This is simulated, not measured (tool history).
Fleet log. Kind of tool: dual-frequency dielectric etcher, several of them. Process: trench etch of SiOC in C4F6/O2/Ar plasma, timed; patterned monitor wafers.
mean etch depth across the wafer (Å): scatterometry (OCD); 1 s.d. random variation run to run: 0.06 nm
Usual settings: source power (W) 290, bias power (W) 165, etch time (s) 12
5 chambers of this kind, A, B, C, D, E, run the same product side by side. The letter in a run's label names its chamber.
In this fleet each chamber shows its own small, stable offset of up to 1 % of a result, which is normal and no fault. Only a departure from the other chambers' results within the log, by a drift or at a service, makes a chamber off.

run	day	source power (W)	bias power (W)	etch time (s)	read-back reference wafer on the same gauge, depth_nm	mean etch depth across the wafer (Å)
1B	0.308	290	165	12	24.012	214.39
2E	0.5	290	165	12	24.002	214.47
3C	0.667	290	165	12	24.024	212.52
4A	0.892	290	165	12	23.996	215.8
5D	1.108	290	165	12	24	212.93
6E	1.312	290	165	12	24	214.37
7D	1.612	290	165	12	24.003	213.39
# day 1.7: chamber A: wet clean of the chamber
8C	1.925	290	165	12	23.995	211.24
9B	2.154	290	165	12	23.998	213.52
10A	2.375	290	165	12	23.985	215.51
# day 2.471: chamber E: wet clean of the chamber
11D	2.679	290	165	12	23.984	213.35
12A	2.967	290	165	12	24.005	215.72
13B	3.146	290	165	12	23.996	213.56
14C	3.338	290	165	12	23.998	212.75
15E	3.517	290	165	12	24.008	214.22
16A	3.708	290	165	12	23.985	215.83
17D	3.942	290	165	12	23.98	212.52
18C	4.112	290	165	12	24.009	212.91
19E	4.446	290	165	12	24.016	212.4
20B	4.767	290	165	12	23.993	213.73
21B	5.096	290	165	12	24.016	213.82
22A	5.304	290	165	11	23.98	197.57
23D	5.45	290	165	11	24.015	195.44
24C	5.662	290	165	11	23.982	194.41
25E	5.858	290	165	11	24.011	196.35
26E	6.167	290	165	11	23.987	196.37
27B	6.329	290	165	12	24.007	213.77
28A	6.533	290	165	12	23.999	215.02
29C	6.679	290	165	12	23.99	211.72
30D	6.912	290	165	12	24.011	213.34
31D	7.096	290	165	12	23.988	214.45
# day 7.112: chamber A: source power generator calibrated
32B	7.321	290	165	12	23.996	213.98
33C	7.521	290	165	12	23.987	212.8
34A	7.833	290	165	12	24.011	215.94
35E	8.067	290	165	12	23.996	214.31
36D	8.246	290	165	12	24.012	213.88
# day 8.471: chamber D: wet clean of the chamber
37C	8.567	290	165	12	24	212.73
38A	8.742	290	165	12	24.006	216.14
39B	9.054	290	165	12	24.002	212.37
# day 9.15: chamber C: wet clean of the chamber
40E	9.333	290	165	12	23.984	214.08
41C	9.479	320	165	9	24.009	165.14
42D	9.729	320	165	9	23.987	165.56

All 5 chambers run these settings next. Forecast each chamber's results:
43A	9.967	290	165	12		?
43B	9.967	290	165	12		?
43C	9.967	290	165	12		?
43D	9.967	290	165	12		?
43E	9.967	290	165	12		?

run	mean etch depth across the wafer (Å)
43A	215.08
43B	213.81
43C	212.9
43D	213.43
43E	214.07
